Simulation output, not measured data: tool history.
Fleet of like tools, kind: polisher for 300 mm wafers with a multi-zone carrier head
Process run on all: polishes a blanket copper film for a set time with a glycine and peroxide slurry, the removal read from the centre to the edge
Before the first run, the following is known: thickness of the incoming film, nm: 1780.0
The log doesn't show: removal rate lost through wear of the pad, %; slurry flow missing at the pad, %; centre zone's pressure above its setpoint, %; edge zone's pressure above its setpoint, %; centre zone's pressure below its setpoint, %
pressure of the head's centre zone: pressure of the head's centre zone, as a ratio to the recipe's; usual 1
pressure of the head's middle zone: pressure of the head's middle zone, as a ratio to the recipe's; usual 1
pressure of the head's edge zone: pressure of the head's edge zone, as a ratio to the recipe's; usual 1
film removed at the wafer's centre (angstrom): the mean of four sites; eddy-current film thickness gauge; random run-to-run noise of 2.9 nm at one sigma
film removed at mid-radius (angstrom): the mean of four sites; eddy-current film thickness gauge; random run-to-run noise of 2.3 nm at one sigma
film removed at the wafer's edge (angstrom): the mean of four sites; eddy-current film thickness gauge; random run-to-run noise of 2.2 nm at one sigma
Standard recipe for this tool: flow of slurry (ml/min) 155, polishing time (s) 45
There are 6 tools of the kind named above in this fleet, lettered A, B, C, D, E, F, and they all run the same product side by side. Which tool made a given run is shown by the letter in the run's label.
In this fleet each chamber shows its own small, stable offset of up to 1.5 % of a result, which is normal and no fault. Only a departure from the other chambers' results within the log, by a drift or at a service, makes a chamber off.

| run | hour | flow of slurry (ml/min) | pressure of the head's centre zone | pressure of the head's middle zone | pressure of the head's edge zone | polishing time (s) | wafers polished on this pad | hours since the slurry nozzle was cleaned | hours since the centre zone pressure was calibrated | hours since the edge zone pressure was calibrated | film removed at the wafer's centre (angstrom) | film removed at mid-radius (angstrom) | film removed at the wafer's edge (angstrom) |
|---|---|---|---|---|---|---|---|---|---|---|---|---|---|
| 1B | 12.2 | 155 | 1 | 1 | 1 | 45 | 559 | 533.8 | 815.4 | 525.6 | 1929.2 | 1936.1 | 1945.8 |
|  | 14.9 | chamber F: worn pad replaced by a new one |
| 2E | 22 | 155 | 1 | 1 | 1 | 45 | 811 | 365.7 | 365.2 | 735.9 | 1972.4 | 2007.1 | 1924 |
| 3A | 30.2 | 155 | 1 | 1 | 1 | 45 | 627 | 268.4 | 38.6 | 368.2 | 1914.6 | 1957.1 | 1996 |
|  | 39.5 | chamber E: worn pad replaced by a new one |
| 4D | 42.2 | 155 | 1 | 1 | 1 | 45 | 810 | 400.2 | 567.1 | 301.8 | 1927.8 | 1979.3 | 1965.2 |
| 5C | 50 | 155 | 1 | 1 | 1 | 45 | 775 | 170.5 | 932.6 | 354.2 | 1956.7 | 1976.6 | 1914.2 |
|  | 55.6 | chamber D: worn pad replaced by a new one |
|  | 58.6 | chamber B: worn pad replaced by a new one |
| 6F | 61.5 | 155 | 1 | 1 | 1 | 45 | 517 | 522.1 | 322.1 | 358.4 | 1950.6 | 1966 | 1983.9 |
|  | 66.8 | chamber A: worn pad replaced by a new one |
|  | 73 | chamber F: slurry nozzle cleaned |
| 7E | 73.9 | 155 | 1 | 1 | 1 | 45 | 381 | 417.6 | 417.1 | 787.8 | 1935.7 | 1940.4 | 1948.6 |
| 8F | 83.8 | 155 | 1 | 1 | 1 | 45 | 765 | 10.9 | 344.4 | 380.7 | 1982 | 1968.7 | 1949.8 |
| 9A | 92.3 | 155 | 1 | 1 | 1 | 45 | 283 | 330.5 | 100.7 | 430.3 | 1904.4 | 1940.2 | 1963.8 |
|  | 97.3 | chamber B: centre zone pressure recalibrated |
| 10D | 103.1 | 155 | 1 | 1 | 1 | 45 | 527 | 461.1 | 628 | 362.7 | 1949.8 | 1926.1 | 1986.7 |
|  | 114.9 | chamber F: worn pad replaced by a new one |
| 11C | 115.1 | 155 | 1 | 1 | 1 | 45 | 1497 | 235.6 | 997.7 | 419.3 | 1935.7 | 1946.3 | 1952.6 |
|  | 128.3 | chamber C: worn pad replaced by a new one |
| 12B | 129.8 | 155 | 1 | 1 | 1 | 45 | 789 | 651.4 | 32.6 | 643.2 | 1919.1 | 1942.3 | 1982.9 |
|  | 133 | chamber E: worn pad replaced by a new one |
|  | 137.9 | chamber C: slurry nozzle cleaned |
|  | 138.7 | chamber F: centre zone pressure recalibrated |
| 13F | 140.2 | 155 | 1 | 1 | 1 | 45 | 281 | 67.3 | 1.5 | 437.1 | 1985.6 | 1987.9 | 1983.8 |
|  | 145.9 | chamber B: worn pad replaced by a new one |
|  | 146.2 | chamber D: worn pad replaced by a new one |
| 14C | 153.9 | 155 | 1 | 1 | 1 | 45 | 284 | 16 | 1036.5 | 458.1 | 1927.1 | 1980.4 | 1948.6 |
|  | 155.9 | chamber A: worn pad replaced by a new one |
|  | 157.7 | chamber E: edge zone pressure recalibrated |
| 15D | 166.9 | 155 | 1 | 1 | 1 | 45 | 229 | 524.9 | 691.8 | 426.5 | 1934.7 | 1902 | 1951.8 |
| 16B | 174.9 | 155 | 1 | 1 | 1 | 45 | 322 | 696.5 | 77.7 | 688.3 | 1919.2 | 1914.5 | 1924.4 |
|  | 177.2 | chamber C: centre zone pressure recalibrated |
| 17A | 187.9 | 155 | 1 | 1 | 1 | 45 | 355 | 426.1 | 196.3 | 525.9 | 1946.8 | 1909.2 | 1930.2 |
| 18E | 199.7 | 155 | 1 | 1 | 1 | 45 | 740 | 543.4 | 542.9 | 42 | 2028.3 | 1975.8 | 1953.4 |
|  | 208.2 | chamber F: worn pad replaced by a new one |
| 19A | 208.8 | 155 | 1 | 1 | 1 | 45 | 587 | 447 | 217.2 | 546.8 | 1976 | 1935.8 | 1977.4 |
|  | 211.7 | chamber E: worn pad replaced by a new one |
| 20C | 217.5 | 155 | 1 | 1 | 1 | 45 | 989 | 79.6 | 40.4 | 521.7 | 1966 | 1933.1 | 1978.4 |
|  | 223.3 | chamber D: worn pad replaced by a new one |
| 21E | 229 | 155 | 1 | 1 | 1.05 | 45 | 192 | 572.7 | 572.2 | 71.3 | 1944.8 | 1967 | 1977.3 |
|  | 235 | chamber A: worn pad replaced by a new one |
| 22B | 239.4 | 155 | 1 | 1 | 1.05 | 45 | 1037 | 761 | 142.2 | 752.8 | 1951.8 | 1977.7 | 2024.7 |
|  | 245.2 | chamber B: worn pad replaced by a new one |
| 23D | 248.9 | 155 | 1 | 1 | 1.05 | 45 | 285 | 606.9 | 773.8 | 508.5 | 1871.8 | 1899.5 | 1942.5 |
|  | 252.1 | chamber B: slurry nozzle cleaned |
| 24F | 261.8 | 155 | 1 | 1 | 1.05 | 45 | 594 | 188.9 | 123.1 | 558.7 | 1961.9 | 1968.9 | 1989.8 |
|  | 268.3 | chamber C: worn pad replaced by a new one |
| 25C | 268.7 | 155 | 1 | 1 | 1.05 | 45 | 5 | 130.8 | 91.6 | 572.9 | 1992.8 | 1965.1 | 2041 |
| 26B | 280.7 | 155 | 1 | 1 | 1.05 | 45 | 394 | 28.6 | 183.5 | 794.1 | 1903.2 | 1972.9 | 2015.9 |
|  | 287.6 | chamber E: worn pad replaced by a new one |
|  | 294.4 | chamber D: edge zone pressure recalibrated |
| 27F | 294.9 | 155 | 1 | 1 | 1 | 45 | 961 | 222 | 156.2 | 591.8 | 1939.1 | 1915.2 | 1970.9 |
|  | 299.5 | chamber D: worn pad replaced by a new one |
|  | 306.4 | chamber F: worn pad replaced by a new one |
| 28E | 309.7 | 155 | 1 | 1 | 1 | 45 | 245 | 653.4 | 652.9 | 152 | 1939.2 | 1966.2 | 1938.2 |
|  | 314.6 | chamber F: edge zone pressure recalibrated |
|  | 321.4 | chamber A: worn pad replaced by a new one |
| 29D | 323.4 | 155 | 1 | 1 | 1 | 45 | 265 | 681.4 | 848.3 | 29 | 1879.3 | 1854.3 | 1861.2 |
| 30A | 335.1 | 185 | 0.9 | 1 | 1 | 45 | 152 | 573.3 | 343.5 | 673.1 | 1778.8 | 1983.3 | 1986.8 |
| 31D | 345.5 | 185 | 0.9 | 1 | 1 | 45 | 510 | 703.5 | 870.4 | 51.1 | 1680.9 | 1867.3 | 1915.3 |
|  | 351.2 | chamber B: worn pad replaced by a new one |
| 32C | 357 | 185 | 0.9 | 1 | 1 | 45 | 984 | 219.1 | 179.9 | 661.2 | 1773.8 | 1989.8 | 2002.1 |
|  | 362.5 | chamber E: slurry nozzle cleaned |
| 33B | 372.3 | 185 | 0.9 | 1 | 1 | 45 | 234 | 120.2 | 275.1 | 885.7 | 1780.3 | 1993.4 | 2001.4 |
|  | 374.1 | chamber A: slurry nozzle cleaned |
|  | 374.8 | chamber E: worn pad replaced by a new one |
| 34A | 385.8 | 185 | 0.9 | 1 | 1 | 45 | 714 | 11.8 | 394.2 | 723.8 | 1780.3 | 2042.2 | 2004.3 |
|  | 386.4 | chamber F: worn pad replaced by a new one |
| 35F | 396.2 | 185 | 0.9 | 1 | 1 | 45 | 109 | 323.3 | 257.5 | 81.7 | 1774.2 | 2048.9 | 2025.5 |
|  | 396.3 | chamber D: worn pad replaced by a new one |
|  | 401.7 | chamber C: worn pad replaced by a new one |
| 36E | 403.2 | 155 | 1 | 1 | 1 | 45 | 315 | 40.7 | 746.4 | 245.5 | 1989 | 2029.6 | 1925.9 |
| 37C | 412.2 | 155 | 1 | 1 | 1 | 45 | 116 | 274.3 | 235.1 | 716.4 | 1972 | 1951.1 | 1929.5 |
| 38D | 421.7 | 155 | 1 | 1 | 1 | 45 | 282 | 779.7 | 946.6 | 127.3 | 1789.2 | 1760.6 | 1790.4 |

Is one chamber off against the others, does the gauge drift, or is nothing wrong? If a chamber is off, say which, and what the likeliest cause is.

It is chamber D that slowly wanders off from its peers.
Cause: slurry flow missing at the pad, % = 39.7.

Here are 4 candidates for chamber D's next run, each the usual settings with a change, their results left as question marks. Which one brings its results back in line with what the others give on the usual settings?
In line means no further than this from the other chambers' mean on the usual settings: film removed at the wafer's centre (angstrom) 100; film removed at mid-radius (angstrom) 81; film removed at the wafer's edge (angstrom) 77
| 39D-1 | 432.6 | 175 | 1.05 | 1.05 | 0.96 | 52 |  |  |  |  | ? | ? | ? |
| 39D-2 | 432.6 | 135 | 0.96 | 0.95 | 1.04 | 39 |  |  |  |  | ? | ? | ? |
| 39D-3 | 432.6 | 145 | 0.98 | 0.97 | 1.02 | 41 |  |  |  |  | ? | ? | ? |
| 39D-4 | 432.6 | 165 | 1.02 | 1.03 | 0.98 | 49 |  |  |  |  | ? | ? | ? |

Mean of the other chambers on the usual settings: film removed at the wafer's centre (angstrom) 1955; film removed at mid-radius (angstrom) 1962.4; film removed at the wafer's edge (angstrom) 1954.7
| run | film removed at the wafer's centre (angstrom) | film removed at mid-radius (angstrom) | film removed at the wafer's edge (angstrom) |
|---|---|---|---|
| 39D-1 | 2183.1 | 2163 | 2089.9 |
| 39D-2 | 1353.6 | 1368.7 | 1551.9 |
| 39D-3 | 1496.6 | 1501.5 | 1639.8 |
| 39D-4 | 1955.9 | 1970.6 | 1968.8 |
It is 39D-4 that realigns the chamber with its peers.
